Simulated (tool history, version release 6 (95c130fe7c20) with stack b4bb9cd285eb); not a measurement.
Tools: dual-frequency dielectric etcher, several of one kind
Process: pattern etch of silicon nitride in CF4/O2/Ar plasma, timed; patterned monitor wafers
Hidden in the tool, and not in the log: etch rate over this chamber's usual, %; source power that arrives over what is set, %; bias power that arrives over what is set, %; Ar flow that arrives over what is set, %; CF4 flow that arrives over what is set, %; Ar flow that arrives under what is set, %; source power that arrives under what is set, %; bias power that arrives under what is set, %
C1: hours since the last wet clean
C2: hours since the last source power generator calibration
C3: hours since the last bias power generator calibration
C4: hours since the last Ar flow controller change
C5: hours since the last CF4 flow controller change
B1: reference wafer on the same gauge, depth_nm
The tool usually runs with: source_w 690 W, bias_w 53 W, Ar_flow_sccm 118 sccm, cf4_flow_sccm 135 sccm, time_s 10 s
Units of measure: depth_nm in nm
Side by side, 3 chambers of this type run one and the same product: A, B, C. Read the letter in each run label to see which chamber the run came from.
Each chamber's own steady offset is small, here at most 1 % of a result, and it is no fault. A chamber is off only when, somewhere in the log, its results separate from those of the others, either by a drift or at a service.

Run 1C, day 0.146: usual settings; C1 157.0; C2 1263.6; C3 2146.1; C4 2210.3; C5 1903.5; B1 21.391. Result: depth_nm 26.189 nm.
Run 2A, day 0.312: usual settings; C1 211.0; C2 2938.5; C3 1321.7; C4 1157.9; C5 1528.9; B1 21.401. Result: depth_nm 25.970 nm.
Run 3B, day 0.512: usual settings; C1 157.9; C2 2038.6; C3 2499.2; C4 2587.7; C5 109.2; B1 21.403. Result: depth_nm 26.371 nm.
Run 4A, day 0.754: usual settings; C1 221.6; C2 2949.1; C3 1332.3; C4 1168.5; C5 1539.5; B1 21.393. Result: depth_nm 25.971 nm.
Run 5B, day 0.871: usual settings; C1 166.5; C2 2047.2; C3 2507.8; C4 2596.3; C5 117.8; B1 21.402. Result: depth_nm 26.218 nm.
Run 6C, day 1.021: usual settings; C1 178.0; C2 1284.6; C3 2167.1; C4 2231.3; C5 1924.5; B1 21.397. Result: depth_nm 26.296 nm.
Run 7A, day 1.129: usual settings; C1 230.6; C2 2958.1; C3 1341.3; C4 1177.5; C5 1548.5; B1 21.411. Result: depth_nm 26.035 nm.
Run 8C, day 1.258: usual settings; C1 183.7; C2 1290.3; C3 2172.8; C4 2237.0; C5 1930.2; B1 21.397. Result: depth_nm 26.146 nm.
Run 9B, day 1.467: usual settings; C1 180.8; C2 2061.5; C3 2522.1; C4 2610.6; C5 132.1; B1 21.402. Result: depth_nm 26.302 nm.
Run 10C, day 1.617: usual settings; C1 192.3; C2 1298.9; C3 2181.4; C4 2245.6; C5 1938.8; B1 21.398. Result: depth_nm 26.194 nm.
Run 11A, day 1.821: usual settings but bias_w 61 W, Ar_flow_sccm 104 sccm; C1 247.2; C2 2974.7; C3 1357.9; C4 1194.1; C5 1565.1; B1 21.406. Result: depth_nm 27.795 nm.
Run 12B, day 2.012: usual settings but bias_w 61 W, Ar_flow_sccm 104 sccm; C1 193.9; C2 2074.6; C3 2535.2; C4 2623.7; C5 145.2; B1 21.392. Result: depth_nm 27.988 nm.
Run 13A, day 2.192: usual settings but bias_w 61 W, Ar_flow_sccm 104 sccm; C1 256.1; C2 2983.6; C3 1366.8; C4 1203.0; C5 1574.0; B1 21.406. Result: depth_nm 27.797 nm.
Run 14C, day 2.371: usual settings; C1 210.4; C2 1317.0; C3 2199.5; C4 2263.7; C5 1956.9; B1 21.393. Result: depth_nm 26.075 nm.
Run 15B, day 2.504: usual settings; C1 205.7; C2 2086.4; C3 2547.0; C4 2635.5; C5 157.0; B1 21.402. Result: depth_nm 26.418 nm.
Run 16A, day 2.654: usual settings; C1 267.2; C2 2994.7; C3 1377.9; C4 1214.1; C5 1585.1; B1 21.390. Result: depth_nm 26.004 nm.
Run 17B, day 2.842: usual settings; C1 213.8; C2 2094.5; C3 2555.1; C4 2643.6; C5 165.1; B1 21.397. Result: depth_nm 26.291 nm.
Run 18C, day 3.025: usual settings but bias_w 58 W, time_s 8 s; C1 226.1; C2 1332.7; C3 2215.2; C4 2279.4; C5 1972.6; B1 21.395. Result: depth_nm 21.419 nm.
Run 19A, day 3.162: usual settings but bias_w 58 W, time_s 8 s; C1 279.4; C2 3006.9; C3 1390.1; C4 1226.3; C5 1597.3; B1 21.418. Result: depth_nm 21.566 nm.
Run 20B, day 3.400: usual settings but bias_w 58 W, time_s 8 s; C1 227.2; C2 2107.9; C3 2568.5; C4 2657.0; C5 178.5; B1 21.400. Result: depth_nm 21.709 nm.
Run 21C, day 3.538: usual settings; C1 238.4; C2 1345.0; C3 2227.5; C4 2291.7; C5 1984.9; B1 21.398. Result: depth_nm 25.999 nm.
Run 22A, day 3.696: usual settings; C1 292.2; C2 3019.7; C3 1402.9; C4 1239.1; C5 1610.1; B1 21.406. Result: depth_nm 26.180 nm.
Run 23B, day 3.900: usual settings; C1 239.2; C2 2119.9; C3 2580.5; C4 2669.0; C5 190.5; B1 21.411. Result: depth_nm 26.352 nm.
Run 24C, day 4.008: usual settings; C1 249.7; C2 1356.3; C3 2238.8; C4 2303.0; C5 1996.2; B1 21.384. Result: depth_nm 25.853 nm.
Run 25A, day 4.221: usual settings; C1 304.8; C2 3032.3; C3 1415.5; C4 1251.7; C5 1622.7; B1 21.399. Result: depth_nm 26.091 nm.
Run 26B, day 4.350: usual settings; C1 250.0; C2 2130.7; C3 2591.3; C4 2679.8; C5 201.3; B1 21.400. Result: depth_nm 26.420 nm.
Run 27C, day 4.471: usual settings but Ar_flow_sccm 128 sccm; C1 260.8; C2 1367.4; C3 2249.9; C4 2314.1; C5 2007.3; B1 21.395. Result: depth_nm 25.496 nm.
Run 28C, day 4.588: usual settings but Ar_flow_sccm 128 sccm; C1 263.6; C2 1370.2; C3 2252.7; C4 2316.9; C5 2010.1; B1 21.385. Result: depth_nm 25.545 nm.
Run 29A, day 4.758: usual settings but Ar_flow_sccm 128 sccm; C1 317.7; C2 3045.2; C3 1428.4; C4 1264.6; C5 1635.6; B1 21.404. Result: depth_nm 25.912 nm.
Run 30B, day 4.983: usual settings; C1 265.2; C2 2145.9; C3 2606.5; C4 2695.0; C5 216.5; B1 21.389. Result: depth_nm 26.332 nm.
Run 31A, day 5.117: usual settings but source_w 580 W, Ar_flow_sccm 96 sccm; C1 326.3; C2 3053.8; C3 1437.0; C4 1273.2; C5 1644.2; B1 21.392. Result: depth_nm 22.881 nm.
Run 32B, day 5.246: usual settings but source_w 580 W, Ar_flow_sccm 96 sccm; C1 271.5; C2 2152.2; C3 2612.8; C4 2701.3; C5 222.8; B1 21.403. Result: depth_nm 23.081 nm.
Run 33C, day 5.450: usual settings but source_w 580 W, Ar_flow_sccm 96 sccm; C1 284.3; C2 1390.9; C3 2273.4; C4 2337.6; C5 2030.8; B1 21.414. Result: depth_nm 22.640 nm.
Run 34A, day 5.679: usual settings; C1 339.8; C2 3067.3; C3 1450.5; C4 1286.7; C5 1657.7; B1 21.409. Result: depth_nm 26.119 nm.
Run 35C, day 5.821: usual settings; C1 293.2; C2 1399.8; C3 2282.3; C4 2346.5; C5 2039.7; B1 21.402. Result: depth_nm 25.371 nm.
Run 36B, day 6.017: usual settings; C1 290.0; C2 2170.7; C3 2631.3; C4 2719.8; C5 241.3; B1 21.415. Result: depth_nm 26.264 nm.
Run 37C, day 6.154: usual settings; C1 301.2; C2 1407.8; C3 2290.3; C4 2354.5; C5 2047.7; B1 21.396. Result: depth_nm 25.468 nm.

One chamber off, gauge drift, or nothing amiss beyond the chambers' own small offsets? If it is a chamber, which one, and what is the likeliest cause?

Little by little, chamber C moves away from the other chambers.
What lies behind it: source power that arrives under what is set, % = 3.01.
The log might look much the same if the cause were instead: etch rate under this chamber's usual, %.

Chamber C could run next with any of the 4 candidate recipes listed below; each alters the usual settings, and their results appear as question marks. Which one brings its results back in line with what the other chambers deliver on the usual settings?
To be in line, a result may differ from the other chambers' mean on the usual settings by at most: depth_nm 0.240 nm
Run 38C-1, day 6.329: usual settings but Ar_flow_sccm 138 sccm, cf4_flow_sccm 112 sccm. Result: depth_nm ?.
Run 38C-2, day 6.329: usual settings but source_w 720 W, bias_w 54 W, cf4_flow_sccm 136 sccm. Result: depth_nm ?.
Run 38C-3, day 6.329: usual settings but Ar_flow_sccm 145 sccm. Result: depth_nm ?.
Run 38C-4, day 6.329: usual settings but source_w 710 W, bias_w 54 W. Result: depth_nm ?.

Usual-settings mean across the other chambers: depth_nm 26.203 nm
  run  depth_nm
38C-1    24.363
38C-2    26.608
38C-3    24.807
38C-4    26.266
Change 38C-4 lands the chamber within the allowed miss of the other chambers.

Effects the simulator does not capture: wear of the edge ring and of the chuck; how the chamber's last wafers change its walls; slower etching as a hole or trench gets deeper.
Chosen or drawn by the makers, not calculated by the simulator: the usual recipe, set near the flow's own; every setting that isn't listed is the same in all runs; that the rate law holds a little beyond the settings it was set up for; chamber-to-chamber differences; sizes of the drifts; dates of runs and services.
